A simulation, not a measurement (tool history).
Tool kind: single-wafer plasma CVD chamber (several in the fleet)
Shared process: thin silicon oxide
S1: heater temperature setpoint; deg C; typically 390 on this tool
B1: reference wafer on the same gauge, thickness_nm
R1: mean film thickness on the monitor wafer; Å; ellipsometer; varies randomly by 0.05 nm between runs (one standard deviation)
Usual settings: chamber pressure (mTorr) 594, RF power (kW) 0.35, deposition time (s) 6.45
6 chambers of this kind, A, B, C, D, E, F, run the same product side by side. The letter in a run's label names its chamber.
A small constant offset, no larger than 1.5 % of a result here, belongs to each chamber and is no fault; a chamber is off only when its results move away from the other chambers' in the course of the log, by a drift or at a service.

run 1E day=0.346 | S1=390 chamber_pressure_(mTorr)=594 RF_power_(kW)=0.35 deposition_time_(s)=6.45 | B1=8.0246 | R1=94.194
run 2F day=0.746 | S1=390 chamber_pressure_(mTorr)=594 RF_power_(kW)=0.35 deposition_time_(s)=6.45 | B1=8.0217 | R1=91.542
run 3C day=1.158 | S1=390 chamber_pressure_(mTorr)=594 RF_power_(kW)=0.35 deposition_time_(s)=6.45 | B1=8.0199 | R1=94.462
run 4A day=1.404 | S1=390 chamber_pressure_(mTorr)=594 RF_power_(kW)=0.35 deposition_time_(s)=6.45 | B1=8.0226 | R1=91.802
run 5B day=1.812 | S1=390 chamber_pressure_(mTorr)=594 RF_power_(kW)=0.35 deposition_time_(s)=6.45 | B1=8.0168 | R1=92.399
run 6D day=2.188 | S1=390 chamber_pressure_(mTorr)=594 RF_power_(kW)=0.35 deposition_time_(s)=6.45 | B1=8.0187 | R1=93.022
run 7F day=2.562 | S1=390 chamber_pressure_(mTorr)=643 RF_power_(kW)=0.28 deposition_time_(s)=6.45 | B1=8.026 | R1=91.972
run 8D day=2.779 | S1=390 chamber_pressure_(mTorr)=643 RF_power_(kW)=0.28 deposition_time_(s)=6.45 | B1=8.0106 | R1=92.228
run 9C day=3.208 | S1=390 chamber_pressure_(mTorr)=643 RF_power_(kW)=0.28 deposition_time_(s)=6.45 | B1=8.0116 | R1=92.875
run 10A day=3.558 | S1=390 chamber_pressure_(mTorr)=643 RF_power_(kW)=0.28 deposition_time_(s)=6.45 | B1=8.0227 | R1=92.061
run 11B day=3.9 | S1=390 chamber_pressure_(mTorr)=643 RF_power_(kW)=0.28 deposition_time_(s)=6.45 | B1=8.01 | R1=91.795
run 12E day=4.283 | S1=390 chamber_pressure_(mTorr)=643 RF_power_(kW)=0.28 deposition_time_(s)=6.45 | B1=8.0183 | R1=92.623
run 13A day=4.567 | S1=390 chamber_pressure_(mTorr)=594 RF_power_(kW)=0.35 deposition_time_(s)=6.45 | B1=8.0114 | R1=91.295
run 14B day=4.9 | S1=390 chamber_pressure_(mTorr)=594 RF_power_(kW)=0.285 deposition_time_(s)=7.33 | B1=8.015 | R1=97.452
-- day=5.05 chamber B: capacitance manometer re-zeroed and calibrated
run 15D day=5.238 | S1=390 chamber_pressure_(mTorr)=594 RF_power_(kW)=0.285 deposition_time_(s)=7.33 | B1=8.0356 | R1=97.914
run 16E day=5.562 | S1=390 chamber_pressure_(mTorr)=594 RF_power_(kW)=0.285 deposition_time_(s)=7.33 | B1=8.0128 | R1=99.058
run 17C day=5.779 | S1=390 chamber_pressure_(mTorr)=594 RF_power_(kW)=0.285 deposition_time_(s)=7.33 | B1=8.0246 | R1=98.335
-- day=5.904 chamber E: RF generator calibrated
run 18F day=6.112 | S1=390 chamber_pressure_(mTorr)=594 RF_power_(kW)=0.285 deposition_time_(s)=7.33 | B1=8.0185 | R1=96.632
run 19E day=6.533 | S1=390 chamber_pressure_(mTorr)=594 RF_power_(kW)=0.285 deposition_time_(s)=7.33 | B1=8.0134 | R1=97.827
run 20F day=6.858 | S1=390 chamber_pressure_(mTorr)=594 RF_power_(kW)=0.35 deposition_time_(s)=6.45 | B1=8.0215 | R1=91.55
run 21B day=7.171 | S1=390 chamber_pressure_(mTorr)=594 RF_power_(kW)=0.35 deposition_time_(s)=6.45 | B1=8.0134 | R1=88.199
run 22C day=7.504 | S1=390 chamber_pressure_(mTorr)=594 RF_power_(kW)=0.35 deposition_time_(s)=6.45 | B1=8.019 | R1=93.277
run 23D day=7.854 | S1=390 chamber_pressure_(mTorr)=594 RF_power_(kW)=0.35 deposition_time_(s)=6.45 | B1=8.0194 | R1=93.226
run 24A day=8.071 | S1=390 chamber_pressure_(mTorr)=594 RF_power_(kW)=0.35 deposition_time_(s)=6.45 | B1=8.0195 | R1=92.553
run 25A day=8.262 | S1=390 chamber_pressure_(mTorr)=594 RF_power_(kW)=0.35 deposition_time_(s)=6.45 | B1=8.0181 | R1=91.744
run 26C day=8.629 | S1=390 chamber_pressure_(mTorr)=594 RF_power_(kW)=0.35 deposition_time_(s)=6.45 | B1=8.0281 | R1=94.03
run 27B day=8.871 | S1=390 chamber_pressure_(mTorr)=594 RF_power_(kW)=0.35 deposition_time_(s)=6.45 | B1=8.0246 | R1=87.81
run 28D day=9.108 | S1=390 chamber_pressure_(mTorr)=594 RF_power_(kW)=0.35 deposition_time_(s)=6.45 | B1=8.0132 | R1=93.984
run 29E day=9.392 | S1=390 chamber_pressure_(mTorr)=594 RF_power_(kW)=0.35 deposition_time_(s)=6.45 | B1=8.0204 | R1=93.972
run 30F day=9.679 | S1=390 chamber_pressure_(mTorr)=594 RF_power_(kW)=0.35 deposition_time_(s)=6.45 | B1=8.0235 | R1=92.085
-- day=10.038 chamber C: RF generator calibrated
run 31E day=10.062 | S1=390 chamber_pressure_(mTorr)=594 RF_power_(kW)=0.35 deposition_time_(s)=6.45 | B1=8.0144 | R1=94.509
-- day=10.3 chamber A: capacitance manometer re-zeroed and calibrated
run 32C day=10.342 | S1=390 chamber_pressure_(mTorr)=521 RF_power_(kW)=0.35 deposition_time_(s)=6.45 | B1=8.0161 | R1=80.283
run 33F day=10.6 | S1=390 chamber_pressure_(mTorr)=521 RF_power_(kW)=0.35 deposition_time_(s)=6.45 | B1=8.0127 | R1=79.044
run 34D day=11.025 | S1=390 chamber_pressure_(mTorr)=521 RF_power_(kW)=0.35 deposition_time_(s)=6.45 | B1=8.023 | R1=80.08
run 35A day=11.258 | S1=390 chamber_pressure_(mTorr)=521 RF_power_(kW)=0.35 deposition_time_(s)=6.45 | B1=8.0184 | R1=80.408
run 36B day=11.658 | S1=390 chamber_pressure_(mTorr)=521 RF_power_(kW)=0.35 deposition_time_(s)=6.45 | B1=8.0133 | R1=76.062
run 37A day=12.008 | S1=390 chamber_pressure_(mTorr)=521 RF_power_(kW)=0.35 deposition_time_(s)=6.45 | B1=8.0241 | R1=80.144
run 38C day=12.279 | S1=390 chamber_pressure_(mTorr)=594 RF_power_(kW)=0.35 deposition_time_(s)=6.45 | B1=8.0281 | R1=94.155
run 39D day=12.488 | S1=390 chamber_pressure_(mTorr)=594 RF_power_(kW)=0.35 deposition_time_(s)=6.45 | B1=8.0225 | R1=93.542
run 40F day=12.696 | S1=390 chamber_pressure_(mTorr)=594 RF_power_(kW)=0.35 deposition_time_(s)=6.45 | B1=8.0286 | R1=92.273

Which is it: a chamber that has drifted or been left off by a service, a gauge drift common to all chambers, or only each chamber's usual small offset? If a chamber is off, name it and its likeliest cause.

The work done on chamber B during a service left it standing apart from the others.
Cause: true pressure below the setpoint (%) = 4.62.

Chamber B could run next with any of the 4 candidate recipes listed below; each alters the usual settings, and their results appear as question marks. Which one brings its results back in line with what the other chambers deliver on the usual settings?
Allowed miss from the other chambers' usual-settings mean, per result, to count as in line: R1 1.8 Å
run 41B-1 day=13.012 | S1=390 chamber_pressure_(mTorr)=594 RF_power_(kW)=0.35 deposition_time_(s)=6.1 | R1=?
run 41B-2 day=13.012 | S1=390 chamber_pressure_(mTorr)=612 RF_power_(kW)=0.35 deposition_time_(s)=6.57 | R1=?
run 41B-3 day=13.012 | S1=390 chamber_pressure_(mTorr)=624 RF_power_(kW)=0.355 deposition_time_(s)=6.64 | R1=?
run 41B-4 day=13.012 | S1=390 chamber_pressure_(mTorr)=594 RF_power_(kW)=0.34 deposition_time_(s)=5.95 | R1=?

Average result of the remaining chambers running the usual settings: R1 92.953 Å
run=41B-1 R1=83.168
run=41B-2 R1=92.531
run=41B-3 R1=96.024
run=41B-4 R1=80.184
The right change is 41B-2: it brings the chamber back within the allowed miss of the others.
